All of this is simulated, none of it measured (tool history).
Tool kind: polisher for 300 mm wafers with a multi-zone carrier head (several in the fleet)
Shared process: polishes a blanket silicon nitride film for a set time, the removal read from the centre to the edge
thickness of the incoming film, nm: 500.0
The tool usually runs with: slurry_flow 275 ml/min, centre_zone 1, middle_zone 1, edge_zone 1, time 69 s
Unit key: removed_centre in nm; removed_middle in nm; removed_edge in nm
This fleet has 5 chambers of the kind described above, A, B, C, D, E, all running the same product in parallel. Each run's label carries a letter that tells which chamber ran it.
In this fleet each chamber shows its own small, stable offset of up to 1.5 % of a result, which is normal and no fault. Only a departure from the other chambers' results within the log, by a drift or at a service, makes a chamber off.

| run | hour | slurry_flow | centre_zone | middle_zone | edge_zone | time | removed_centre | removed_middle | removed_edge |
|---|---|---|---|---|---|---|---|---|---|
| 1C | 5.7 | 275 | 1 | 1 | 1 | 69 | 137.78 | 137.2 | 138.29 |
| 2B | 11.8 | 275 | 1 | 1 | 1 | 69 | 136 | 137.01 | 138.58 |
| 3E | 15.4 | 275 | 1 | 1 | 1 | 69 | 137.13 | 136.39 | 137.01 |
| 4D | 19.2 | 275 | 1 | 1 | 1 | 69 | 138.61 | 137.45 | 137.47 |
| 5A | 23.9 | 275 | 1 | 1 | 1 | 69 | 138.06 | 138.47 | 138.72 |
| 6A | 28.2 | 275 | 1 | 1 | 1 | 69 | 135.13 | 136.69 | 139.38 |
|  | 29.7 | chamber C: edge zone pressure recalibrated |
| 7D | 32.9 | 275 | 1 | 1 | 1 | 69 | 139.26 | 137.21 | 137.07 |
|  | 33.8 | chamber C: slurry nozzle cleaned |
|  | 37.8 | chamber E: slurry nozzle cleaned |
| 8B | 38 | 275 | 1 | 1 | 1 | 69 | 137.72 | 138.52 | 137.75 |
| 9E | 43.3 | 275 | 1 | 1 | 1.07 | 81 | 161.27 | 159.83 | 170.89 |
|  | 44.6 | chamber A: worn pad replaced by a new one |
| 10C | 46.6 | 275 | 1 | 1 | 1.07 | 81 | 163.41 | 156.48 | 167.37 |
| 11E | 50.5 | 275 | 1 | 1 | 1.07 | 81 | 159.87 | 158.18 | 166.28 |
| 12C | 53.8 | 275 | 1 | 1 | 1.07 | 81 | 158.78 | 159.94 | 163.86 |
| 13D | 56.5 | 275 | 1 | 1 | 1.07 | 81 | 166.43 | 159.13 | 165.83 |
| 14B | 59.9 | 275 | 1 | 1 | 1 | 69 | 135.17 | 136.1 | 137.82 |
|  | 61.9 | chamber B: slurry nozzle cleaned |
|  | 62.6 | chamber E: worn pad replaced by a new one |
|  | 62.8 | chamber D: edge zone pressure recalibrated |
| 15A | 63.4 | 275 | 1 | 1 | 1 | 69 | 135.87 | 136.15 | 138.99 |
| 16B | 66.3 | 275 | 1 | 1 | 1 | 69 | 138.2 | 132.86 | 139.59 |
| 17D | 71.6 | 275 | 1 | 1 | 1 | 69 | 135.31 | 140.53 | 136.18 |
| 18A | 75.8 | 275 | 1 | 1 | 1 | 69 | 136.91 | 138.47 | 139.67 |
|  | 79.5 | chamber D: worn pad replaced by a new one |
| 19E | 79.7 | 275 | 1 | 1 | 1 | 69 | 135.7 | 138.34 | 135.43 |
| 20C | 84.5 | 275 | 1 | 1 | 1 | 69 | 136.71 | 130.17 | 133.75 |
| 21A | 90 | 275 | 1 | 1 | 1 | 69 | 132.51 | 139.4 | 137.5 |
| 22D | 96.1 | 275 | 1 | 1 | 1 | 69 | 136.41 | 136.24 | 137.34 |
| 23C | 99.6 | 275 | 1 | 1 | 1 | 69 | 129.2 | 130.31 | 131.7 |
|  | 101.9 | chamber B: centre zone pressure recalibrated |
| 24E | 103.5 | 275 | 1 | 1 | 1 | 69 | 137.08 | 137.48 | 137.27 |
|  | 106.2 | chamber A: centre zone pressure recalibrated |
| 25B | 107.9 | 275 | 1 | 1 | 1 | 69 | 139.54 | 136.59 | 140.36 |
| 26A | 112.5 | 275 | 1 | 1 | 1 | 69 | 138.15 | 135.22 | 138.71 |
| 27C | 118.4 | 275 | 1 | 1 | 1 | 69 | 130.19 | 129.56 | 130.16 |
|  | 120.9 | chamber A: worn pad replaced by a new one |
|  | 121 | chamber B: worn pad replaced by a new one |
| 28D | 122.7 | 275 | 1 | 1 | 1 | 69 | 138.85 | 137.08 | 137.79 |
| 29E | 125.9 | 275 | 1 | 1 | 1 | 69 | 137.43 | 134.68 | 140.02 |
|  | 130.6 | chamber E: worn pad replaced by a new one |
| 30B | 130.6 | 275 | 1 | 1 | 1 | 69 | 140.06 | 137.38 | 138.09 |
| 31A | 136.6 | 275 | 1 | 1 | 1 | 69 | 137.41 | 137.59 | 139.66 |
| 32E | 140.4 | 275 | 1 | 1 | 1 | 69 | 138.36 | 135.39 | 138.8 |
| 33B | 144.7 | 275 | 1 | 1 | 1 | 69 | 136.21 | 134.21 | 138.74 |
| 34D | 147.3 | 275 | 1 | 1 | 1 | 69 | 138.54 | 136.05 | 138.3 |
| 35C | 153.3 | 275 | 1 | 1 | 1 | 69 | 121.93 | 125.64 | 124.17 |
| 36C | 157.5 | 275 | 1 | 1 | 1 | 69 | 126.58 | 122.01 | 124.72 |

What goes on in this fleet: one chamber off, a drifting gauge, or nothing beyond the chambers' own small offsets? Name the chamber and the cause, if any.

One chamber, C, drifts off from the rest bit by bit.
What lies behind it: removal rate lost through wear of the pad, % = 10.

Which of the 4 candidates below, each the usual settings with something changed and its results left as question marks, puts chamber C back in line with what the other chambers give on the usual settings?
In-line tolerance around the mean of the other chambers on the usual settings: removed_centre 5.9 nm; removed_middle 6.4 nm; removed_edge 4.1 nm
| 37C-1 | 161.9 | 280 | 1.01 | 1.01 | 1 | 82 | ? | ? | ? |
| 37C-2 | 161.9 | 275 | 1 | 1 | 1 | 76 | ? | ? | ? |
| 37C-3 | 161.9 | 275 | 1 | 1 | 1 | 62 | ? | ? | ? |
| 37C-4 | 161.9 | 270 | 0.99 | 0.99 | 1 | 58 | ? | ? | ? |

The other chambers' mean on the usual settings: removed_centre 137.73 nm; removed_middle 136.79 nm; removed_edge 137.82 nm
| run | removed_centre | removed_middle | removed_edge |
|---|---|---|---|
| 37C-1 | 149.53 | 148.58 | 148 |
| 37C-2 | 136.78 | 136.21 | 136.99 |
| 37C-3 | 111.58 | 111.12 | 111.76 |
| 37C-4 | 103 | 102.81 | 104.41 |
37C-2 brings the chamber back in line.

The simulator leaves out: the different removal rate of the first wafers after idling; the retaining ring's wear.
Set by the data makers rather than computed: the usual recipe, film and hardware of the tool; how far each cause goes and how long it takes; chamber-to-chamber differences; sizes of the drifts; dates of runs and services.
